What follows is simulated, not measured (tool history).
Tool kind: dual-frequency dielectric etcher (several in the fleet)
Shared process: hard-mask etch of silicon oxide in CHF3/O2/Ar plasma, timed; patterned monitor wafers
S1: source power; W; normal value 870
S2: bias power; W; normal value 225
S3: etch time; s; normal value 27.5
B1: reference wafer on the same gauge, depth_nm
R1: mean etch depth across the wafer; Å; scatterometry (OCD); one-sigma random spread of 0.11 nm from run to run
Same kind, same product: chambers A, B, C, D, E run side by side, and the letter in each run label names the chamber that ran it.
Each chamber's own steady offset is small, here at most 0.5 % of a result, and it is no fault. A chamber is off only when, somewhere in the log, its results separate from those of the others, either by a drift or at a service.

Run 1A, hour 6.9: usual settings; B1 71.073. Result: R1 672.15 Å.
Run 2B, hour 10.4: usual settings; B1 71.083. Result: R1 676.64 Å.
Run 3D, hour 15.4: usual settings; B1 71.094. Result: R1 675.42 Å.
Run 4E, hour 20.0: usual settings; B1 71.062. Result: R1 675.08 Å.
Run 5C, hour 24.0: usual settings; B1 71.059. Result: R1 678.01 Å.
At hour 29.3: chamber D: wet clean of the chamber.
Run 6E, hour 31.1: usual settings; B1 71.047. Result: R1 675.99 Å.
Run 7B, hour 36.0: usual settings; B1 71.021. Result: R1 674.75 Å.
Run 8C, hour 41.6: usual settings; B1 71.030. Result: R1 675.91 Å.
Run 9A, hour 46.6: usual settings; B1 71.019. Result: R1 672.85 Å.
Run 10D, hour 49.7: usual settings; B1 70.980. Result: R1 677.62 Å.
Run 11C, hour 56.9: usual settings; B1 70.963. Result: R1 677.21 Å.
At hour 59.8: chamber C: wet clean of the chamber.
Run 12D, hour 62.0: usual settings; B1 70.987. Result: R1 676.25 Å.
Run 13E, hour 68.7: usual settings; B1 70.954. Result: R1 674.86 Å.
Run 14A, hour 76.0: usual settings; B1 70.951. Result: R1 670.73 Å.
Run 15B, hour 80.8: usual settings; B1 70.935. Result: R1 673.93 Å.
Run 16E, hour 86.2: usual settings; B1 70.930. Result: R1 678.73 Å.
Run 17C, hour 91.5: usual settings; B1 70.921. Result: R1 676.23 Å.
Run 18B, hour 97.4: usual settings; B1 70.913. Result: R1 673.84 Å.
Run 19D, hour 103.7: usual settings; B1 70.902. Result: R1 677.10 Å.
At hour 107.1: chamber A: source power generator calibrated.
Run 20A, hour 110.2: usual settings; B1 70.862. Result: R1 671.09 Å.
Run 21D, hour 114.6: usual settings; B1 70.882. Result: R1 673.47 Å.
Run 22E, hour 120.3: usual settings; B1 70.836. Result: R1 673.90 Å.
Run 23B, hour 123.6: usual settings but S3 24.5 s; B1 70.850. Result: R1 599.01 Å.
Run 24C, hour 128.8: usual settings but S3 24.5 s; B1 70.820. Result: R1 599.42 Å.
At hour 130.9: chamber B: source power generator calibrated.
Run 25A, hour 133.4: usual settings but S3 24.5 s; B1 70.827. Result: R1 597.34 Å.
Run 26D, hour 139.0: usual settings but S3 24.5 s; B1 70.817. Result: R1 601.83 Å.
Run 27C, hour 144.5: usual settings but S3 24.5 s; B1 70.809. Result: R1 602.39 Å.
Run 28B, hour 151.5: usual settings; B1 70.802. Result: R1 672.63 Å.
Run 29E, hour 158.0: usual settings; B1 70.780. Result: R1 674.64 Å.
Run 30A, hour 162.6: usual settings; B1 70.782. Result: R1 670.82 Å.
Run 31E, hour 168.1: usual settings; B1 70.793. Result: R1 676.32 Å.
Run 32A, hour 172.0: usual settings; B1 70.770. Result: R1 670.36 Å.
Run 33B, hour 179.2: usual settings; B1 70.745. Result: R1 672.15 Å.
Run 34C, hour 186.2: usual settings; B1 70.737. Result: R1 675.58 Å.
Run 35D, hour 191.6: usual settings but S1 730 W, S2 265 W; B1 70.721. Result: R1 668.49 Å.
Run 36D, hour 196.2: usual settings but S1 730 W, S2 265 W; B1 70.725. Result: R1 668.23 Å.
Run 37C, hour 201.9: usual settings but S1 730 W, S2 265 W; B1 70.651. Result: R1 669.41 Å.
Run 38A, hour 205.4: usual settings but S1 730 W, S2 265 W; B1 70.683. Result: R1 663.73 Å.
Run 39B, hour 208.7: usual settings but S1 730 W, S2 265 W; B1 70.692. Result: R1 665.99 Å.
Run 40E, hour 215.1: usual settings; B1 70.665. Result: R1 672.70 Å.
Run 41E, hour 221.5: usual settings; B1 70.677. Result: R1 674.35 Å.
Run 42D, hour 224.8: usual settings but S3 34.5 s; B1 70.660. Result: R1 846.99 Å.
Run 43B, hour 230.5: usual settings but S3 34.5 s; B1 70.660. Result: R1 841.19 Å.

What goes on in this fleet: one chamber off, a drifting gauge, or nothing beyond the chambers' own small offsets? Name the chamber and the cause, if any.

It is the gauge, not a chamber: its drift shows up in every chamber's results at once, and no chamber is off.
Likeliest cause: gauge reads low (%) = 0.657.
